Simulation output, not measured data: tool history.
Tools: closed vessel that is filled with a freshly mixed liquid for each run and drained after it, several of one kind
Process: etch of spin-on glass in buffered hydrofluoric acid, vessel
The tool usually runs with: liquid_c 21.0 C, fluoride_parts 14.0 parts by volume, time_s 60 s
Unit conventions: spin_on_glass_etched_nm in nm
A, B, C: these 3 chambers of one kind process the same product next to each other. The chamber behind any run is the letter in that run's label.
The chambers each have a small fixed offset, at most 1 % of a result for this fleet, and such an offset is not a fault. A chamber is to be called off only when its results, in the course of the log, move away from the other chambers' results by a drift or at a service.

| run | hour | liquid_c | fluoride_parts | time_s | read-back film thickness of the spin-on glass reference wafer, read on the same gauge (nm) | spin_on_glass_etched_nm |
|---|---|---|---|---|---|---|
| 1C | 8.7 | 21.0 | 14.0 | 60 | 100.000 | 145.250 |
| 2B | 12.9 | 21.0 | 14.0 | 60 | 100.000 | 143.050 |
| 3A | 17.4 | 21.0 | 14.0 | 60 | 100.010 | 147.280 |
| 4C | 25.5 | 21.0 | 14.0 | 60 | 99.993 | 144.120 |
| 5B | 31.3 | 21.0 | 14.0 | 60 | 100.010 | 146.610 |
| 6A | 39.4 | 21.0 | 14.0 | 60 | 99.971 | 147.900 |
| 7C | 46.1 | 21.0 | 14.0 | 60 | 100.030 | 145.870 |
| 8A | 52.3 | 21.0 | 14.0 | 60 | 100.040 | 146.260 |
| 9B | 58.2 | 21.0 | 14.0 | 60 | 99.987 | 146.030 |
| 10A | 64.5 | 21.0 | 14.0 | 60 | 100.030 | 147.510 |
| 11C | 73.7 | 21.0 | 14.0 | 60 | 99.976 | 144.240 |
|  | 74.9 | chamber A: thermometer replaced |
| 12B | 83.3 | 21.0 | 14.0 | 60 | 99.989 | 145.250 |
| 13B | 90.3 | 21.0 | 14.0 | 60 | 100.060 | 146.930 |
| 14A | 98.3 | 21.0 | 16.0 | 35 | 100.030 | 74.699 |
| 15C | 105.7 | 21.0 | 16.0 | 35 | 100.030 | 73.011 |
| 16A | 112.1 | 21.0 | 16.0 | 35 | 99.986 | 74.676 |
|  | 113.0 | chamber A: hydrofluoric acid flow meter replaced |
| 17C | 118.5 | 21.0 | 17.5 | 60 | 99.992 | 115.540 |
| 18B | 127.3 | 21.0 | 17.5 | 60 | 100.000 | 115.200 |
| 19B | 131.7 | 21.0 | 17.5 | 60 | 100.010 | 115.930 |
| 20A | 138.4 | 21.0 | 14.0 | 60 | 99.996 | 147.520 |
| 21C | 144.8 | 21.0 | 14.0 | 60 | 99.983 | 141.530 |
| 22A | 149.2 | 21.0 | 14.0 | 60 | 99.992 | 145.770 |
| 23C | 157.7 | 21.0 | 14.0 | 60 | 100.000 | 142.520 |
| 24B | 163.1 | 21.0 | 14.0 | 60 | 100.000 | 145.710 |
| 25C | 170.4 | 21.0 | 14.0 | 60 | 100.040 | 142.720 |
| 26B | 178.7 | 21.0 | 14.0 | 60 | 100.060 | 144.260 |
| 27A | 187.6 | 21.0 | 14.0 | 60 | 99.999 | 146.270 |
| 28C | 193.6 | 25.5 | 11.0 | 60 | 99.962 | 225.690 |
| 29A | 201.3 | 25.5 | 11.0 | 60 | 100.020 | 238.170 |
| 30B | 209.2 | 25.5 | 11.0 | 60 | 100.020 | 238.290 |
| 31B | 215.9 | 21.0 | 14.0 | 60 | 100.040 | 146.460 |
| 32C | 224.4 | 21.0 | 14.0 | 60 | 100.010 | 141.940 |

Is one chamber off against the others, does the gauge drift, or is nothing wrong? If a chamber is off, say which, and what the likeliest cause is.

Little by little, chamber C moves away from the other chambers.
What lies behind it: hydrofluoric acid flow below the setpoint (%) = 3.31.
Not necessarily distinguishable in this log from: liquid colder than its thermometer reads (K).

Which of the 4 candidates below, each the usual settings with something changed and its results left as question marks, puts chamber C back in line with what the other chambers give on the usual settings?
Maximum distance from the other chambers' mean on the usual settings for a result to count as in line: spin_on_glass_etched_nm 3.200 nm
| 33C-1 | 231.2 | 19.5 | 14.0 | 60 |  | ? |
| 33C-2 | 231.2 | 21.0 | 13.5 | 60 |  | ? |
| 33C-3 | 231.2 | 21.0 | 14.5 | 60 |  | ? |
| 33C-4 | 231.2 | 21.0 | 14.0 | 65 |  | ? |

Other chambers, usual settings, mean: spin_on_glass_etched_nm 145.650 nm
| run | spin_on_glass_etched_nm |
|---|---|
| 33C-1 | 129.540 |
| 33C-2 | 145.820 |
| 33C-3 | 135.970 |
| 33C-4 | 152.450 |
33C-2 is the one that brings the chamber's results back in line with the other chambers.
